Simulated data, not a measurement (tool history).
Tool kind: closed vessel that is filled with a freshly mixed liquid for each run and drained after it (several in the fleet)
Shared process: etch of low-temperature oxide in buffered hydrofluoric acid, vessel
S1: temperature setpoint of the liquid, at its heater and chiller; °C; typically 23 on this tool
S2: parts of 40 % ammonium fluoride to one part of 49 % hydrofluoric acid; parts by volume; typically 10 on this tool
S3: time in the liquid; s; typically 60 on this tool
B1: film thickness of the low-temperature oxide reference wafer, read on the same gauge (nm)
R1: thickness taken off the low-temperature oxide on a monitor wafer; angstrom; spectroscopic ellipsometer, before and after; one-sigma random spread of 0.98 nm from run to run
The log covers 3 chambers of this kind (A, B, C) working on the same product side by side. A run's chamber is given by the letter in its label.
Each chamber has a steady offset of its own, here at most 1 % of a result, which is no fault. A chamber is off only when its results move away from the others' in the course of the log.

run   hour    S1    S2  S3      B1      R1
       9.4  -- chamber C: thermometer replaced
 1A   11.2    23    10  60     150  1125.8
 2B   26.4    23    10  60     150  1140.2
 3C   39.1    23    10  60  149.99  1126.4
 4A   55.4    23    10  60  150.01  1137.7
 5B   70.2    23    10  60  149.99    1138
 6C   81.8    23    10  60     150  1147.2
 7A   92.2    23    10  60     150  1131.4
 8B  105.5    23    10  60  150.02  1130.2
 9C  112.7    23    10  60  150.01  1131.8
     115.6  -- chamber A: hydrofluoric acid flow meter replaced
10C  120.7    23    10  60  150.01  1130.1
11A    128    23    10  60  150.03  1127.2
12B  141.6    23   8.5  60  150.01  1269.4
13C  154.8    23   8.5  60     150  1306.8
14A    164    23   8.5  60  149.99  1278.7
15B  172.3    23    10  60  150.01    1134
16B  183.8    23    10  60     150  1128.8
17A  196.1    23   7.5  30  150.01  725.61
18C  212.2    23   7.5  30  149.96  743.05
19A  222.4    23   7.5  30     150  738.07
20C    237    23    10  60  150.01    1131
21B  253.8    23    10  60  149.99  1115.5
22C  266.8    23    10  60  149.99    1121
23A  275.6    23    10  60     150  1129.3
24B  285.9    23    10  60     150  1123.8
25C  293.5    23    10  60     150  1126.5
26B    309    23    10  60  150.02  1128.2
27A  318.1  25.5  13.5  60  150.02  958.42
28C  333.7  25.5  13.5  60  149.99  965.25
29B  349.7  25.5  13.5  60     150  955.88
30A    360    23    10  60     150  1122.3
31A  370.8    23    10  60  149.99  1137.8
32B  380.1    27    13  60  150.01  1083.4
33C  388.9    27    13  60  149.98  1112.1
34B  404.2    27    13  60     150  1081.3
35A  415.8    23    10  60     150  1136.3
36C    431    23    10  60  149.99  1128.1
37B  445.1    23    10  60  149.99  1140.4
38C  457.7    23    10  60  149.99  1144.4
39A  468.2    23    10  60  149.99  1124.9
40B  479.3    23    10  60  150.02  1124.7
41C    487    23    10  60     150  1120.2
42A  501.3    23    10  60     150  1130.5
43A  510.5    23    10  60     150  1123.3
44C  520.5    23    10  35  149.99  654.85

Is one chamber out of step, is the gauge drifting, or do the chambers differ by no more than their own small offsets? For an off chamber, give its letter and the likeliest cause.

All chambers stay in line apart from their small fixed offsets, and the gauge does not drift.
